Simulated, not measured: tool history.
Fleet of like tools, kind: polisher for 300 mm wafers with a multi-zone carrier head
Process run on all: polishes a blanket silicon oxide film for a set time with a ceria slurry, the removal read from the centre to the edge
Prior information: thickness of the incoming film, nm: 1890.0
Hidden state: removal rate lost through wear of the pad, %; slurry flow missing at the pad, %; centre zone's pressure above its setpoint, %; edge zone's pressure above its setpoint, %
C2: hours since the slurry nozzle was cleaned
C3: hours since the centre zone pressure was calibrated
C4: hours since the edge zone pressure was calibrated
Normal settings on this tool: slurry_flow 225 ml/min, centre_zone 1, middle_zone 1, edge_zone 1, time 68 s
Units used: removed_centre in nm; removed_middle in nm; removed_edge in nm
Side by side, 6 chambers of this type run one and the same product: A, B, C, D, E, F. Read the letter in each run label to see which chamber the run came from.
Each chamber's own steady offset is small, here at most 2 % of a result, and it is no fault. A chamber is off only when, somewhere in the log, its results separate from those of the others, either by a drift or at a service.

{"run": "1A", "hour": 10.5, "slurry_flow": 225, "centre_zone": 1, "middle_zone": 1, "edge_zone": 1, "time": 68, "wafers polished on this pad": 569, "C2": 328.4, "C3": 78.3, "C4": 728.9, "removed_centre": 389.76, "removed_middle": 391.9, "removed_edge": 394.31}
{"hour": 15.7, "done": "chamber E: slurry nozzle cleaned"}
{"run": "2C", "hour": 18.9, "slurry_flow": 225, "centre_zone": 1, "middle_zone": 1, "edge_zone": 1, "time": 68, "wafers polished on this pad": 389, "C2": 233.8, "C3": 892.9, "C4": 339.4, "removed_centre": 397.23, "removed_middle": 399.38, "removed_edge": 402.99}
{"hour": 19.9, "done": "chamber A: worn pad replaced by a new one"}
{"hour": 21.0, "done": "chamber C: slurry nozzle cleaned"}
{"run": "3B", "hour": 27.3, "slurry_flow": 225, "centre_zone": 1, "middle_zone": 1, "edge_zone": 1, "time": 68, "wafers polished on this pad": 473, "C2": 576.2, "C3": 671, "C4": 392.8, "removed_centre": 397.73, "removed_middle": 405.71, "removed_edge": 396.31}
{"run": "4E", "hour": 33.7, "slurry_flow": 225, "centre_zone": 1, "middle_zone": 1, "edge_zone": 1, "time": 68, "wafers polished on this pad": 1268, "C2": 18.1, "C3": 70.2, "C4": 252.8, "removed_centre": 391.68, "removed_middle": 400.57, "removed_edge": 392.37}
{"hour": 35.2, "done": "chamber E: worn pad replaced by a new one"}
{"run": "5F", "hour": 39.6, "slurry_flow": 160, "centre_zone": 1, "middle_zone": 1, "edge_zone": 1, "time": 68, "wafers polished on this pad": 1141, "C2": 485.2, "C3": 167.1, "C4": 174.8, "removed_centre": 374.59, "removed_middle": 374.8, "removed_edge": 375.2}
{"run": "6D", "hour": 50.0, "slurry_flow": 160, "centre_zone": 1, "middle_zone": 1, "edge_zone": 1, "time": 68, "wafers polished on this pad": 480, "C2": 152.9, "C3": 475.3, "C4": 568.4, "removed_centre": 373.49, "removed_middle": 372.7, "removed_edge": 375.03}
{"run": "7F", "hour": 60.7, "slurry_flow": 160, "centre_zone": 1, "middle_zone": 1, "edge_zone": 1, "time": 68, "wafers polished on this pad": 1271, "C2": 506.3, "C3": 188.2, "C4": 195.9, "removed_centre": 372.93, "removed_middle": 371.28, "removed_edge": 379.45}
{"run": "8C", "hour": 68.4, "slurry_flow": 160, "centre_zone": 1, "middle_zone": 1, "edge_zone": 1, "time": 68, "wafers polished on this pad": 693, "C2": 47.5, "C3": 942.4, "C4": 388.9, "removed_centre": 381.3, "removed_middle": 366.7, "removed_edge": 390.19}
{"hour": 69.2, "done": "chamber F: worn pad replaced by a new one"}
{"hour": 73.8, "done": "chamber B: slurry nozzle cleaned"}
{"hour": 77.4, "done": "chamber B: worn pad replaced by a new one"}
{"hour": 77.8, "done": "chamber F: slurry nozzle cleaned"}
{"run": "9A", "hour": 78.2, "slurry_flow": 160, "centre_zone": 1, "middle_zone": 1, "edge_zone": 1, "time": 68, "wafers polished on this pad": 358, "C2": 396.1, "C3": 146, "C4": 796.6, "removed_centre": 370.59, "removed_middle": 374.48, "removed_edge": 380.54}
{"run": "10D", "hour": 84.0, "slurry_flow": 160, "centre_zone": 1, "middle_zone": 1, "edge_zone": 1, "time": 68, "wafers polished on this pad": 689, "C2": 186.9, "C3": 509.3, "C4": 602.4, "removed_centre": 375.06, "removed_middle": 367.49, "removed_edge": 381.48}
{"run": "11E", "hour": 93.7, "slurry_flow": 225, "centre_zone": 1, "middle_zone": 1, "edge_zone": 1.04, "time": 68, "wafers polished on this pad": 359, "C2": 78.1, "C3": 130.2, "C4": 312.8, "removed_centre": 394.36, "removed_middle": 398.66, "removed_edge": 400.96}
{"hour": 93.9, "done": "chamber B: edge zone pressure recalibrated"}
{"run": "12B", "hour": 101.3, "slurry_flow": 225, "centre_zone": 1, "middle_zone": 1, "edge_zone": 1.04, "time": 68, "wafers polished on this pad": 147, "C2": 27.6, "C3": 745, "C4": 7.5, "removed_centre": 398.25, "removed_middle": 398.13, "removed_edge": 407.52}
{"run": "13E", "hour": 108.0, "slurry_flow": 225, "centre_zone": 1, "middle_zone": 1, "edge_zone": 1.04, "time": 68, "wafers polished on this pad": 447, "C2": 92.4, "C3": 144.5, "C4": 327.1, "removed_centre": 394.81, "removed_middle": 398.52, "removed_edge": 409.05}
{"run": "14A", "hour": 118.7, "slurry_flow": 225, "centre_zone": 1, "middle_zone": 1, "edge_zone": 1.04, "time": 68, "wafers polished on this pad": 607, "C2": 436.6, "C3": 186.5, "C4": 837.1, "removed_centre": 388.06, "removed_middle": 389.2, "removed_edge": 415.95}
{"hour": 123.0, "done": "chamber A: worn pad replaced by a new one"}
{"run": "15D", "hour": 124.8, "slurry_flow": 225, "centre_zone": 1, "middle_zone": 1, "edge_zone": 1.04, "time": 68, "wafers polished on this pad": 939, "C2": 227.7, "C3": 550.1, "C4": 643.2, "removed_centre": 396.7, "removed_middle": 395.12, "removed_edge": 408.11}
{"run": "16B", "hour": 133.0, "slurry_flow": 225, "centre_zone": 1, "middle_zone": 1, "edge_zone": 1.04, "time": 68, "wafers polished on this pad": 341, "C2": 59.3, "C3": 776.7, "C4": 39.2, "removed_centre": 394.99, "removed_middle": 396.93, "removed_edge": 397.53}
{"hour": 133.3, "done": "chamber F: edge zone pressure recalibrated"}
{"run": "17C", "hour": 138.1, "slurry_flow": 225, "centre_zone": 1, "middle_zone": 1, "edge_zone": 1, "time": 68, "wafers polished on this pad": 1122, "C2": 117.2, "C3": 1012.1, "C4": 458.6, "removed_centre": 406.75, "removed_middle": 392.28, "removed_edge": 396.31}
{"run": "18F", "hour": 146.5, "slurry_flow": 225, "centre_zone": 1, "middle_zone": 1, "edge_zone": 1, "time": 68, "wafers polished on this pad": 475, "C2": 68.7, "C3": 274, "C4": 13.3, "removed_centre": 393.1, "removed_middle": 398.61, "removed_edge": 399.85}
{"run": "19B", "hour": 156.2, "slurry_flow": 225, "centre_zone": 1, "middle_zone": 1.04, "edge_zone": 1, "time": 68, "wafers polished on this pad": 484, "C2": 82.5, "C3": 799.9, "C4": 62.4, "removed_centre": 391.95, "removed_middle": 404.52, "removed_edge": 399.37}
{"hour": 157.1, "done": "chamber A: slurry nozzle cleaned"}
{"hour": 157.9, "done": "chamber D: edge zone pressure recalibrated"}
{"run": "20D", "hour": 162.5, "slurry_flow": 225, "centre_zone": 1, "middle_zone": 1.04, "edge_zone": 1, "time": 68, "wafers polished on this pad": 1171, "C2": 265.4, "C3": 587.8, "C4": 4.7, "removed_centre": 396.63, "removed_middle": 413.52, "removed_edge": 391.98}
{"run": "21C", "hour": 170.8, "slurry_flow": 225, "centre_zone": 1, "middle_zone": 1.04, "edge_zone": 1, "time": 68, "wafers polished on this pad": 1323, "C2": 149.9, "C3": 1044.8, "C4": 491.3, "removed_centre": 411.04, "removed_middle": 408.41, "removed_edge": 396.42}
{"run": "22A", "hour": 181.4, "slurry_flow": 225, "centre_zone": 1, "middle_zone": 1.04, "edge_zone": 1, "time": 68, "wafers polished on this pad": 358, "C2": 24.3, "C3": 249.2, "C4": 899.8, "removed_centre": 386.53, "removed_middle": 409.81, "removed_edge": 393.65}
{"hour": 182.9, "done": "chamber D: centre zone pressure recalibrated"}
{"run": "23E", "hour": 189.9, "slurry_flow": 225, "centre_zone": 1, "middle_zone": 1.04, "edge_zone": 1, "time": 68, "wafers polished on this pad": 951, "C2": 174.3, "C3": 226.4, "C4": 409, "removed_centre": 395.04, "removed_middle": 406.83, "removed_edge": 399.66}
{"run": "24F", "hour": 199.6, "slurry_flow": 225, "centre_zone": 1, "middle_zone": 1.04, "edge_zone": 1, "time": 68, "wafers polished on this pad": 801, "C2": 121.8, "C3": 327.1, "C4": 66.4, "removed_centre": 399.18, "removed_middle": 406.57, "removed_edge": 400.93}
{"hour": 201.9, "done": "chamber D: slurry nozzle cleaned"}
{"hour": 203.7, "done": "chamber C: worn pad replaced by a new one"}
{"run": "25E", "hour": 207.4, "slurry_flow": 300, "centre_zone": 1, "middle_zone": 1, "edge_zone": 1.05, "time": 68, "wafers polished on this pad": 1058, "C2": 191.8, "C3": 243.9, "C4": 426.5, "removed_centre": 406.49, "removed_middle": 406.77, "removed_edge": 414.08}
{"run": "26C", "hour": 212.6, "slurry_flow": 300, "centre_zone": 1, "middle_zone": 1, "edge_zone": 1.05, "time": 68, "wafers polished on this pad": 55, "C2": 191.7, "C3": 1086.6, "C4": 533.1, "removed_centre": 432.49, "removed_middle": 412.72, "removed_edge": 417.12}
{"hour": 213.3, "done": "chamber B: worn pad replaced by a new one"}
{"hour": 213.9, "done": "chamber D: worn pad replaced by a new one"}
{"run": "27B", "hour": 222.3, "slurry_flow": 300, "centre_zone": 1, "middle_zone": 1, "edge_zone": 1.05, "time": 68, "wafers polished on this pad": 55, "C2": 148.6, "C3": 866, "C4": 128.5, "removed_centre": 407.21, "removed_middle": 408.17, "removed_edge": 418.8}
{"run": "28F", "hour": 227.5, "slurry_flow": 300, "centre_zone": 1, "middle_zone": 1, "edge_zone": 1.05, "time": 68, "wafers polished on this pad": 973, "C2": 149.7, "C3": 355, "C4": 94.3, "removed_centre": 408.17, "removed_middle": 423.11, "removed_edge": 409.01}
{"run": "29D", "hour": 235.3, "slurry_flow": 300, "centre_zone": 1, "middle_zone": 1, "edge_zone": 1.05, "time": 68, "wafers polished on this pad": 132, "C2": 33.5, "C3": 52.4, "C4": 77.5, "removed_centre": 407.99, "removed_middle": 402.75, "removed_edge": 418.49}
{"hour": 235.5, "done": "chamber A: worn pad replaced by a new one"}
{"hour": 243.3, "done": "chamber F: worn pad replaced by a new one"}
{"run": "30A", "hour": 245.8, "slurry_flow": 300, "centre_zone": 1, "middle_zone": 1, "edge_zone": 1.05, "time": 68, "wafers polished on this pad": 63, "C2": 88.7, "C3": 313.6, "C4": 964.2, "removed_centre": 408.33, "removed_middle": 404.28, "removed_edge": 413.26}
{"run": "31A", "hour": 251.2, "slurry_flow": 225, "centre_zone": 1, "middle_zone": 1, "edge_zone": 1, "time": 68, "wafers polished on this pad": 96, "C2": 94.1, "C3": 319, "C4": 969.6, "removed_centre": 393.72, "removed_middle": 401.85, "removed_edge": 394.82}
{"hour": 255.7, "done": "chamber E: worn pad replaced by a new one"}
{"run": "32C", "hour": 259.4, "slurry_flow": 225, "centre_zone": 1, "middle_zone": 1, "edge_zone": 1, "time": 68, "wafers polished on this pad": 342, "C2": 238.5, "C3": 1133.4, "C4": 579.9, "removed_centre": 426.17, "removed_middle": 389.44, "removed_edge": 404.3}
{"run": "33F", "hour": 270.3, "slurry_flow": 225, "centre_zone": 1, "middle_zone": 1.04, "edge_zone": 1, "time": 89, "wafers polished on this pad": 166, "C2": 192.5, "C3": 397.8, "C4": 137.1, "removed_centre": 526.08, "removed_middle": 534.66, "removed_edge": 534.66}
{"run": "34D", "hour": 278.7, "slurry_flow": 225, "centre_zone": 1, "middle_zone": 1.04, "edge_zone": 1, "time": 89, "wafers polished on this pad": 398, "C2": 76.9, "C3": 95.8, "C4": 120.9, "removed_centre": 514.55, "removed_middle": 543.36, "removed_edge": 522.51}
{"run": "35E", "hour": 284.6, "slurry_flow": 225, "centre_zone": 1, "middle_zone": 1.04, "edge_zone": 1, "time": 89, "wafers polished on this pad": 177, "C2": 269, "C3": 321.1, "C4": 503.7, "removed_centre": 515, "removed_middle": 530.3, "removed_edge": 510.05}
{"run": "36B", "hour": 290.8, "slurry_flow": 225, "centre_zone": 1, "middle_zone": 1.04, "edge_zone": 1, "time": 89, "wafers polished on this pad": 476, "C2": 217.1, "C3": 934.5, "C4": 197, "removed_centre": 525.87, "removed_middle": 530.01, "removed_edge": 505.35}

All chambers now run identical settings, listed one chamber a line with results as question marks. What results will each chamber show?
{"run": "37A", "hour": 299.1, "slurry_flow": 225, "centre_zone": 1, "middle_zone": 1, "edge_zone": 1, "time": 68, "removed_centre": "?", "removed_middle": "?", "removed_edge": "?"}
{"run": "37B", "hour": 299.1, "slurry_flow": 225, "centre_zone": 1, "middle_zone": 1, "edge_zone": 1, "time": 68, "removed_centre": "?", "removed_middle": "?", "removed_edge": "?"}
{"run": "37C", "hour": 299.1, "slurry_flow": 225, "centre_zone": 1, "middle_zone": 1, "edge_zone": 1, "time": 68, "removed_centre": "?", "removed_middle": "?", "removed_edge": "?"}
{"run": "37D", "hour": 299.1, "slurry_flow": 225, "centre_zone": 1, "middle_zone": 1, "edge_zone": 1, "time": 68, "removed_centre": "?", "removed_middle": "?", "removed_edge": "?"}
{"run": "37E", "hour": 299.1, "slurry_flow": 225, "centre_zone": 1, "middle_zone": 1, "edge_zone": 1, "time": 68, "removed_centre": "?", "removed_middle": "?", "removed_edge": "?"}
{"run": "37F", "hour": 299.1, "slurry_flow": 225, "centre_zone": 1, "middle_zone": 1, "edge_zone": 1, "time": 68, "removed_centre": "?", "removed_middle": "?", "removed_edge": "?"}

run=37A removed_centre=394.73 removed_middle=394.35 removed_edge=401.11
run=37B removed_centre=393.72 removed_middle=397.59 removed_edge=398.26
run=37C removed_centre=429.91 removed_middle=399.4 removed_edge=397.08
run=37D removed_centre=396.73 removed_middle=388.31 removed_edge=398.97
run=37E removed_centre=391.44 removed_middle=406.28 removed_edge=386.37
run=37F removed_centre=393.48 removed_middle=395.05 removed_edge=392.9
